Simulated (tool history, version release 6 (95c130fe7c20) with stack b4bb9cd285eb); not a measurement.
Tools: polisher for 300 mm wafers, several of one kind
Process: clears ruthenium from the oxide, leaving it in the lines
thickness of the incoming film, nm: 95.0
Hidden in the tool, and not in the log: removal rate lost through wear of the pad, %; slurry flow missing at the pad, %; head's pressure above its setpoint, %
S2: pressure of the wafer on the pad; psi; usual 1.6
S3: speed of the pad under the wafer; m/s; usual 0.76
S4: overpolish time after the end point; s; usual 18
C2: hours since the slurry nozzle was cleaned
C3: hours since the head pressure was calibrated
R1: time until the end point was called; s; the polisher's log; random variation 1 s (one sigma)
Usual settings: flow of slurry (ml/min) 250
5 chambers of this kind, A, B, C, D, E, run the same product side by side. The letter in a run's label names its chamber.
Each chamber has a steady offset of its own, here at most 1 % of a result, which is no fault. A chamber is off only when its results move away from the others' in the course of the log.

{"day": 0.258, "done": "chamber A: slurry nozzle cleaned"}
{"run": "1C", "day": 0.346, "flow of slurry (ml/min)": 250, "S2": 1.6, "S3": 0.76, "S4": 18, "wafers polished on this pad": 222, "C2": 131.9, "C3": 389.4, "R1": 116.58}
{"run": "2A", "day": 0.621, "flow of slurry (ml/min)": 250, "S2": 1.6, "S3": 0.76, "S4": 18, "wafers polished on this pad": 465, "C2": 8.7, "C3": 312.8, "R1": 118.96}
{"day": 0.742, "done": "chamber A: worn pad replaced by a new one"}
{"run": "3D", "day": 1.171, "flow of slurry (ml/min)": 250, "S2": 1.6, "S3": 0.76, "S4": 18, "wafers polished on this pad": 1230, "C2": 54.0, "C3": 34.1, "R1": 117.76}
{"run": "4B", "day": 1.475, "flow of slurry (ml/min)": 250, "S2": 1.6, "S3": 0.76, "S4": 18, "wafers polished on this pad": 665, "C2": 149.5, "C3": 968.7, "R1": 118.93}
{"day": 1.667, "done": "chamber D: worn pad replaced by a new one"}
{"run": "5E", "day": 1.892, "flow of slurry (ml/min)": 250, "S2": 1.6, "S3": 0.76, "S4": 18, "wafers polished on this pad": 407, "C2": 607.3, "C3": 130.0, "R1": 116.66}
{"run": "6C", "day": 2.183, "flow of slurry (ml/min)": 250, "S2": 1.6, "S3": 0.76, "S4": 18, "wafers polished on this pad": 459, "C2": 176.0, "C3": 433.5, "R1": 118.39}
{"run": "7D", "day": 2.675, "flow of slurry (ml/min)": 250, "S2": 1.6, "S3": 0.76, "S4": 18, "wafers polished on this pad": 130, "C2": 90.1, "C3": 70.2, "R1": 116.97}
{"day": 2.871, "done": "chamber B: head pressure recalibrated"}
{"run": "8B", "day": 3.096, "flow of slurry (ml/min)": 250, "S2": 1.6, "S3": 0.76, "S4": 18, "wafers polished on this pad": 875, "C2": 188.4, "C3": 5.4, "R1": 119.06}
{"run": "9E", "day": 3.633, "flow of slurry (ml/min)": 210, "S2": 1.6, "S3": 0.76, "S4": 18, "wafers polished on this pad": 632, "C2": 649.1, "C3": 171.8, "R1": 120.36}
{"run": "10A", "day": 3.921, "flow of slurry (ml/min)": 210, "S2": 1.6, "S3": 0.76, "S4": 18, "wafers polished on this pad": 411, "C2": 87.9, "C3": 392.0, "R1": 120.83}
{"run": "11B", "day": 4.338, "flow of slurry (ml/min)": 210, "S2": 1.6, "S3": 0.76, "S4": 18, "wafers polished on this pad": 1035, "C2": 218.2, "C3": 35.2, "R1": 120.29}
{"day": 4.5, "done": "chamber B: worn pad replaced by a new one"}
{"day": 4.538, "done": "chamber C: slurry nozzle cleaned"}
{"run": "12E", "day": 4.688, "flow of slurry (ml/min)": 210, "S2": 1.6, "S3": 0.76, "S4": 18, "wafers polished on this pad": 769, "C2": 674.4, "C3": 197.1, "R1": 117.03}
{"day": 4.7, "done": "chamber C: worn pad replaced by a new one"}
{"day": 4.825, "done": "chamber A: worn pad replaced by a new one"}
{"run": "13A", "day": 5.025, "flow of slurry (ml/min)": 210, "S2": 1.6, "S3": 0.76, "S4": 18, "wafers polished on this pad": 26, "C2": 114.4, "C3": 418.5, "R1": 121.93}
{"run": "14C", "day": 5.346, "flow of slurry (ml/min)": 250, "S2": 1.6, "S3": 0.76, "S4": 18, "wafers polished on this pad": 83, "C2": 19.4, "C3": 509.4, "R1": 118.06}
{"run": "15D", "day": 5.779, "flow of slurry (ml/min)": 250, "S2": 1.6, "S3": 0.76, "S4": 18, "wafers polished on this pad": 531, "C2": 164.6, "C3": 144.7, "R1": 116.84}
{"run": "16C", "day": 6.233, "flow of slurry (ml/min)": 250, "S2": 1.6, "S3": 0.76, "S4": 18, "wafers polished on this pad": 198, "C2": 40.7, "C3": 530.7, "R1": 118.08}
{"run": "17B", "day": 6.579, "flow of slurry (ml/min)": 250, "S2": 1.6, "S3": 0.76, "S4": 18, "wafers polished on this pad": 269, "C2": 272.0, "C3": 89.0, "R1": 117.06}
{"run": "18D", "day": 6.912, "flow of slurry (ml/min)": 250, "S2": 1.6, "S3": 0.76, "S4": 18, "wafers polished on this pad": 677, "C2": 191.8, "C3": 171.9, "R1": 117.37}
{"run": "19A", "day": 7.525, "flow of slurry (ml/min)": 250, "S2": 1.6, "S3": 0.76, "S4": 18, "wafers polished on this pad": 349, "C2": 174.4, "C3": 478.5, "R1": 116.46}
{"run": "20E", "day": 8.054, "flow of slurry (ml/min)": 250, "S2": 1.6, "S3": 0.76, "S4": 18, "wafers polished on this pad": 1204, "C2": 755.2, "C3": 277.9, "R1": 118.21}
{"run": "21A", "day": 8.325, "flow of slurry (ml/min)": 250, "S2": 1.6, "S3": 0.76, "S4": 18, "wafers polished on this pad": 452, "C2": 193.6, "C3": 497.7, "R1": 117.13}
{"run": "22B", "day": 8.658, "flow of slurry (ml/min)": 250, "S2": 1.1, "S3": 0.76, "S4": 12, "wafers polished on this pad": 537, "C2": 321.9, "C3": 138.9, "R1": 167.6}
{"run": "23C", "day": 8.996, "flow of slurry (ml/min)": 250, "S2": 1.1, "S3": 0.76, "S4": 12, "wafers polished on this pad": 555, "C2": 107.0, "C3": 597.0, "R1": 170.56}
{"day": 9.171, "done": "chamber E: worn pad replaced by a new one"}
{"day": 9.238, "done": "chamber A: worn pad replaced by a new one"}
{"run": "24D", "day": 9.346, "flow of slurry (ml/min)": 250, "S2": 1.1, "S3": 0.76, "S4": 12, "wafers polished on this pad": 992, "C2": 250.2, "C3": 230.3, "R1": 171.37}
{"day": 9.512, "done": "chamber A: slurry nozzle cleaned"}
{"run": "25E", "day": 9.712, "flow of slurry (ml/min)": 250, "S2": 1.1, "S3": 0.76, "S4": 12, "wafers polished on this pad": 70, "C2": 795.0, "C3": 317.7, "R1": 166.58}
{"run": "26B", "day": 10.242, "flow of slurry (ml/min)": 250, "S2": 1.1, "S3": 0.76, "S4": 12, "wafers polished on this pad": 742, "C2": 359.9, "C3": 176.9, "R1": 173.29}
{"day": 10.267, "done": "chamber D: worn pad replaced by a new one"}
{"run": "27D", "day": 10.558, "flow of slurry (ml/min)": 250, "S2": 1.6, "S3": 0.76, "S4": 18, "wafers polished on this pad": 37, "C2": 279.3, "C3": 259.4, "R1": 117.21}
{"run": "28C", "day": 11.029, "flow of slurry (ml/min)": 250, "S2": 1.6, "S3": 0.76, "S4": 18, "wafers polished on this pad": 817, "C2": 155.8, "C3": 645.8, "R1": 117.83}
{"day": 11.092, "done": "chamber C: worn pad replaced by a new one"}
{"run": "29E", "day": 11.438, "flow of slurry (ml/min)": 250, "S2": 1.6, "S3": 0.76, "S4": 18, "wafers polished on this pad": 293, "C2": 836.4, "C3": 359.1, "R1": 116.84}
{"run": "30A", "day": 12.0, "flow of slurry (ml/min)": 250, "S2": 1.6, "S3": 0.76, "S4": 18, "wafers polished on this pad": 357, "C2": 59.8, "C3": 585.9, "R1": 117.85}
{"run": "31B", "day": 12.504, "flow of slurry (ml/min)": 250, "S2": 1.6, "S3": 0.76, "S4": 18, "wafers polished on this pad": 1034, "C2": 414.2, "C3": 231.2, "R1": 118.48}
{"day": 12.617, "done": "chamber A: worn pad replaced by a new one"}
{"run": "32E", "day": 13.042, "flow of slurry (ml/min)": 250, "S2": 1.6, "S3": 0.76, "S4": 21, "wafers polished on this pad": 500, "C2": 874.9, "C3": 397.6, "R1": 118.07}
{"day": 13.529, "done": "chamber C: slurry nozzle cleaned"}
{"run": "33A", "day": 13.617, "flow of slurry (ml/min)": 250, "S2": 1.6, "S3": 0.76, "S4": 21, "wafers polished on this pad": 129, "C2": 98.6, "C3": 624.7, "R1": 119.31}
{"day": 13.638, "done": "chamber B: worn pad replaced by a new one"}
{"run": "34C", "day": 13.888, "flow of slurry (ml/min)": 250, "S2": 1.6, "S3": 0.76, "S4": 21, "wafers polished on this pad": 361, "C2": 8.7, "C3": 714.4, "R1": 117.97}
{"day": 13.921, "done": "chamber E: slurry nozzle cleaned"}
{"run": "35D", "day": 14.404, "flow of slurry (ml/min)": 250, "S2": 1.6, "S3": 0.76, "S4": 21, "wafers polished on this pad": 534, "C2": 371.6, "C3": 351.7, "R1": 117.73}
{"day": 14.892, "done": "chamber D: slurry nozzle cleaned"}
{"run": "36E", "day": 15.012, "flow of slurry (ml/min)": 250, "S2": 1.6, "S3": 0.76, "S4": 21, "wafers polished on this pad": 755, "C2": 26.3, "C3": 444.9, "R1": 116.89}
{"run": "37A", "day": 15.367, "flow of slurry (ml/min)": 250, "S2": 1.6, "S3": 0.76, "S4": 18, "wafers polished on this pad": 355, "C2": 140.6, "C3": 666.7, "R1": 119.57}
{"run": "38C", "day": 15.842, "flow of slurry (ml/min)": 250, "S2": 1.6, "S3": 0.76, "S4": 18, "wafers polished on this pad": 614, "C2": 55.6, "C3": 761.3, "R1": 117.52}
{"run": "39D", "day": 16.212, "flow of slurry (ml/min)": 250, "S2": 1.6, "S3": 0.76, "S4": 18, "wafers polished on this pad": 768, "C2": 31.8, "C3": 395.1, "R1": 118.29}
{"run": "40B", "day": 16.808, "flow of slurry (ml/min)": 250, "S2": 1.6, "S3": 0.76, "S4": 18, "wafers polished on this pad": 409, "C2": 517.5, "C3": 334.5, "R1": 118.76}
{"day": 16.892, "done": "chamber C: worn pad replaced by a new one"}
{"run": "41D", "day": 17.238, "flow of slurry (ml/min)": 250, "S2": 1.6, "S3": 0.76, "S4": 18, "wafers polished on this pad": 900, "C2": 56.4, "C3": 419.7, "R1": 118.39}
{"run": "42C", "day": 17.525, "flow of slurry (ml/min)": 250, "S2": 1.6, "S3": 0.76, "S4": 18, "wafers polished on this pad": 82, "C2": 96.0, "C3": 801.7, "R1": 118.54}
{"run": "43E", "day": 18.142, "flow of slurry (ml/min)": 250, "S2": 1.6, "S3": 0.76, "S4": 18, "wafers polished on this pad": 1159, "C2": 101.4, "C3": 520.0, "R1": 116.77}
{"run": "44B", "day": 18.767, "flow of slurry (ml/min)": 215, "S2": 1.6, "S3": 0.76, "S4": 25, "wafers polished on this pad": 662, "C2": 564.5, "C3": 381.5, "R1": 119.11}

What goes on in this fleet: one chamber off, a drifting gauge, or nothing beyond the chambers' own small offsets? Name the chamber and the cause, if any.

No chamber stands off beyond its own small offset, and the gauge holds steady.

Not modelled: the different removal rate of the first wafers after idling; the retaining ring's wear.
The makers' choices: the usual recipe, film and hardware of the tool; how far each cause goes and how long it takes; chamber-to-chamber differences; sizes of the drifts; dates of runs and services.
